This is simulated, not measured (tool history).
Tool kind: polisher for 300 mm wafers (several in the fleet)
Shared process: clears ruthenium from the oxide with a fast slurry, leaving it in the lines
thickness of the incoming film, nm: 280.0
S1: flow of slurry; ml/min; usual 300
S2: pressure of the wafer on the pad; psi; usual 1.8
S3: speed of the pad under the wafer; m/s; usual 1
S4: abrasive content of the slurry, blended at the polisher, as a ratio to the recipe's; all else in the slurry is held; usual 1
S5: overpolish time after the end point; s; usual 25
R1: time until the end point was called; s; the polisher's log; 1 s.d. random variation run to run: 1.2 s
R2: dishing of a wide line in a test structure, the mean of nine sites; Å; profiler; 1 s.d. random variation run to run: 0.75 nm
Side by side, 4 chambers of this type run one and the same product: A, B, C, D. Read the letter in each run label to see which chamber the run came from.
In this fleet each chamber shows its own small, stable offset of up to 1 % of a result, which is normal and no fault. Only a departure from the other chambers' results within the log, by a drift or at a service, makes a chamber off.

run,hour,S1,S2,S3,S4,S5,R1,R2
1B,6.8,300,1.8,1,1,25,89.607,609.17
# hour 10.4: chamber B: worn pad replaced by a new one
2D,14.1,300,1.8,1,1,25,90.506,625.7
3A,23.3,300,1.8,1,1,25,91.49,608.48
# hour 24.5: chamber D: slurry blender recalibrated
# hour 34.9: chamber C: slurry nozzle cleaned
# hour 35.8: chamber A: slurry nozzle cleaned
4C,37.7,300,1.8,1,1,25,89.859,600.49
5C,52.2,300,1.8,1,1,25,92.27,604.21
# hour 54.9: chamber D: worn pad replaced by a new one
# hour 59.6: chamber C: worn pad replaced by a new one
6A,59.6,300,1.8,1,1,25,88.645,600.53
7B,72.7,300,1.8,1,1,25,88.743,624.84
# hour 79: chamber A: worn pad replaced by a new one
8D,81,300,1.8,1,1,25,91.221,597.36
# hour 90.2: chamber B: head pressure recalibrated
9B,90.5,300,1.8,1,1,25,90.272,610.93
# hour 90.7: chamber B: worn pad replaced by a new one
10C,100.2,300,1.8,1,1,25,92.21,597.03
11A,109.6,300,1.8,1,1,25,90.779,625.7
12D,124.5,300,1.8,1,0.85,25,98.498,574.56
13B,135.7,300,1.8,1,0.85,25,96.926,573.45
# hour 142.6: chamber D: head pressure recalibrated
14A,150.5,300,1.8,1,0.85,25,99.249,563.53
# hour 156.9: chamber A: worn pad replaced by a new one
15C,163.3,300,1.8,1,0.85,25,100.15,569.49
# hour 165: chamber B: worn pad replaced by a new one
16D,176.2,300,1.8,1,1,25,82.546,665.19
# hour 177.4: chamber D: worn pad replaced by a new one
17A,183.3,215,1.8,1,1,20,93.185,481.19
# hour 188.1: chamber B: slurry blender recalibrated
18D,194.2,215,1.8,1,1,20,85.646,532.12
# hour 194.5: chamber C: worn pad replaced by a new one
19C,208.7,215,1.8,1,1,20,95.141,489.81
# hour 215.9: chamber B: slurry nozzle cleaned
20B,223.5,215,1.8,1,1,20,92.843,481.57
# hour 228.9: chamber A: worn pad replaced by a new one
# hour 233.8: chamber A: slurry blender recalibrated
21C,235.8,300,1.8,1,1,25,91.33,610.45
# hour 242.3: chamber D: slurry blender recalibrated
# hour 249.2: chamber B: worn pad replaced by a new one
22A,249.7,300,1.8,1,1,25,93.45,605.45
23D,263.2,300,1.8,1,1,25,82.421,663.84
24B,277.7,300,2.2,1,1.25,25,67.825,797.33
25D,289.2,300,2.2,1,1.25,25,61.465,854.69
26A,297.7,300,2.2,1,1.25,25,67.418,763.18
# hour 304.2: chamber A: worn pad replaced by a new one
27B,312.3,300,2.2,1,1.25,25,66.875,779.62
# hour 320.4: chamber B: worn pad replaced by a new one
28C,324.4,300,1.8,1,1,25,91.443,606.97
29B,332.9,300,1.8,1,1,25,88.376,613.85
30C,340.1,300,1.8,1,1,25,91.747,598.3
31A,352,300,1.8,1,1,25,90.208,594.14

All chambers now run identical settings, listed one chamber a line with results as question marks. What results will each chamber show?
32A,362.8,300,1.8,1,1,37,?,?
32B,362.8,300,1.8,1,1,37,?,?
32C,362.8,300,1.8,1,1,37,?,?
32D,362.8,300,1.8,1,1,37,?,?

run,R1,R2
32A,92.117,841.85
32B,89.034,858.94
32C,92.536,854.72
32D,84.411,919
